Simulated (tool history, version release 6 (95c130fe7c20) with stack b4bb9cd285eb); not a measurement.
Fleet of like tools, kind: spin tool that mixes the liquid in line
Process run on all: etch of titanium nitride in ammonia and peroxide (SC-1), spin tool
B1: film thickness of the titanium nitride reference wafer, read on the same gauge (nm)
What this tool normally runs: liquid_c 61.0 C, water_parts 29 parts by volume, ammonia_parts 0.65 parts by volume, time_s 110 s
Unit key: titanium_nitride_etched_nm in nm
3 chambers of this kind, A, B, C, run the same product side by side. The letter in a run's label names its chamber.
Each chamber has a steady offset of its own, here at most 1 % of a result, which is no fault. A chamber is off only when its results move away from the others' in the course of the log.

-- hour=4.0 chamber A: new drum of ammonia solution connected
run 1B hour=6.0 | liquid_c=61.0 water_parts=29 ammonia_parts=0.65 time_s=110 | B1=50.023 | titanium_nitride_etched_nm=6.9486
run 2C hour=13.8 | liquid_c=61.0 water_parts=29 ammonia_parts=0.65 time_s=110 | B1=49.984 | titanium_nitride_etched_nm=7.1253
run 3A hour=19.6 | liquid_c=61.0 water_parts=29 ammonia_parts=0.65 time_s=110 | B1=50.011 | titanium_nitride_etched_nm=7.0195
run 4A hour=26.4 | liquid_c=61.0 water_parts=29 ammonia_parts=0.65 time_s=110 | B1=49.999 | titanium_nitride_etched_nm=7.0282
run 5B hour=33.6 | liquid_c=61.0 water_parts=41 ammonia_parts=0.90 time_s=110 | B1=50.006 | titanium_nitride_etched_nm=6.0987
run 6C hour=37.6 | liquid_c=61.0 water_parts=41 ammonia_parts=0.90 time_s=110 | B1=49.951 | titanium_nitride_etched_nm=6.1526
run 7A hour=42.0 | liquid_c=61.0 water_parts=41 ammonia_parts=0.90 time_s=110 | B1=49.987 | titanium_nitride_etched_nm=6.1003
run 8B hour=46.1 | liquid_c=61.0 water_parts=29 ammonia_parts=0.65 time_s=145 | B1=49.995 | titanium_nitride_etched_nm=9.2561
run 9C hour=53.9 | liquid_c=61.0 water_parts=29 ammonia_parts=0.65 time_s=145 | B1=50.006 | titanium_nitride_etched_nm=9.2153
run 10C hour=62.0 | liquid_c=61.0 water_parts=29 ammonia_parts=0.65 time_s=145 | B1=50.016 | titanium_nitride_etched_nm=9.3332
run 11A hour=66.1 | liquid_c=61.0 water_parts=29 ammonia_parts=0.65 time_s=110 | B1=49.970 | titanium_nitride_etched_nm=6.9886
run 12B hour=70.0 | liquid_c=61.0 water_parts=29 ammonia_parts=0.65 time_s=110 | B1=49.994 | titanium_nitride_etched_nm=7.0177
-- hour=72.8 chamber A: ammonia flow meter replaced
run 13C hour=77.5 | liquid_c=61.0 water_parts=29 ammonia_parts=0.65 time_s=110 | B1=50.033 | titanium_nitride_etched_nm=7.0105
run 14B hour=82.8 | liquid_c=61.0 water_parts=20 ammonia_parts=0.65 time_s=85 | B1=50.012 | titanium_nitride_etched_nm=6.5962
run 15A hour=87.3 | liquid_c=61.0 water_parts=20 ammonia_parts=0.65 time_s=85 | B1=50.011 | titanium_nitride_etched_nm=6.7318
run 16B hour=94.6 | liquid_c=61.0 water_parts=20 ammonia_parts=0.65 time_s=85 | B1=49.995 | titanium_nitride_etched_nm=6.7364
run 17C hour=98.4 | liquid_c=61.0 water_parts=29 ammonia_parts=0.65 time_s=110 | B1=49.961 | titanium_nitride_etched_nm=6.9516
run 18A hour=105.1 | liquid_c=61.0 water_parts=29 ammonia_parts=0.65 time_s=110 | B1=49.993 | titanium_nitride_etched_nm=6.8917
run 19C hour=109.6 | liquid_c=61.0 water_parts=29 ammonia_parts=0.65 time_s=110 | B1=50.037 | titanium_nitride_etched_nm=7.0449
run 20B hour=115.2 | liquid_c=64.5 water_parts=20 ammonia_parts=0.65 time_s=110 | B1=50.018 | titanium_nitride_etched_nm=10.7780
-- hour=121.1 chamber B: thermometer replaced
run 21A hour=122.8 | liquid_c=64.5 water_parts=20 ammonia_parts=0.65 time_s=110 | B1=50.010 | titanium_nitride_etched_nm=10.6280
run 22C hour=130.5 | liquid_c=64.5 water_parts=20 ammonia_parts=0.65 time_s=110 | B1=50.027 | titanium_nitride_etched_nm=10.8180
run 23B hour=136.3 | liquid_c=61.0 water_parts=29 ammonia_parts=0.65 time_s=110 | B1=49.955 | titanium_nitride_etched_nm=7.0483
run 24A hour=140.2 | liquid_c=61.0 water_parts=29 ammonia_parts=0.65 time_s=60 | B1=49.963 | titanium_nitride_etched_nm=3.7466
-- hour=143.2 chamber A: thermometer replaced
run 25C hour=147.6 | liquid_c=61.0 water_parts=29 ammonia_parts=0.65 time_s=60 | B1=50.004 | titanium_nitride_etched_nm=3.8909
run 26A hour=154.5 | liquid_c=61.0 water_parts=29 ammonia_parts=0.65 time_s=60 | B1=49.976 | titanium_nitride_etched_nm=3.7243
run 27B hour=162.9 | liquid_c=61.0 water_parts=29 ammonia_parts=0.65 time_s=110 | B1=50.023 | titanium_nitride_etched_nm=7.0454
run 28B hour=168.8 | liquid_c=61.0 water_parts=29 ammonia_parts=0.65 time_s=110 | B1=50.060 | titanium_nitride_etched_nm=6.9758
run 29A hour=174.6 | liquid_c=61.0 water_parts=29 ammonia_parts=0.65 time_s=110 | B1=49.977 | titanium_nitride_etched_nm=6.7734
run 30C hour=179.3 | liquid_c=61.0 water_parts=29 ammonia_parts=0.65 time_s=110 | B1=49.966 | titanium_nitride_etched_nm=7.0480
run 31B hour=184.2 | liquid_c=54.5 water_parts=29 ammonia_parts=0.65 time_s=110 | B1=49.990 | titanium_nitride_etched_nm=4.6310
run 32A hour=188.2 | liquid_c=54.5 water_parts=29 ammonia_parts=0.65 time_s=110 | B1=50.043 | titanium_nitride_etched_nm=4.3068
run 33C hour=193.8 | liquid_c=54.5 water_parts=29 ammonia_parts=0.65 time_s=110 | B1=50.004 | titanium_nitride_etched_nm=4.5657
run 34A hour=197.9 | liquid_c=61.0 water_parts=29 ammonia_parts=0.65 time_s=110 | B1=50.048 | titanium_nitride_etched_nm=6.8199

Next, every chamber runs the same settings. What will each give?
run 35A hour=204.0 | liquid_c=61.0 water_parts=29 ammonia_parts=0.65 time_s=160 | titanium_nitride_etched_nm=?
run 35B hour=204.0 | liquid_c=61.0 water_parts=29 ammonia_parts=0.65 time_s=160 | titanium_nitride_etched_nm=?
run 35C hour=204.0 | liquid_c=61.0 water_parts=29 ammonia_parts=0.65 time_s=160 | titanium_nitride_etched_nm=?

run=35A titanium_nitride_etched_nm=9.7434
run=35B titanium_nitride_etched_nm=10.0950
run=35C titanium_nitride_etched_nm=10.1940
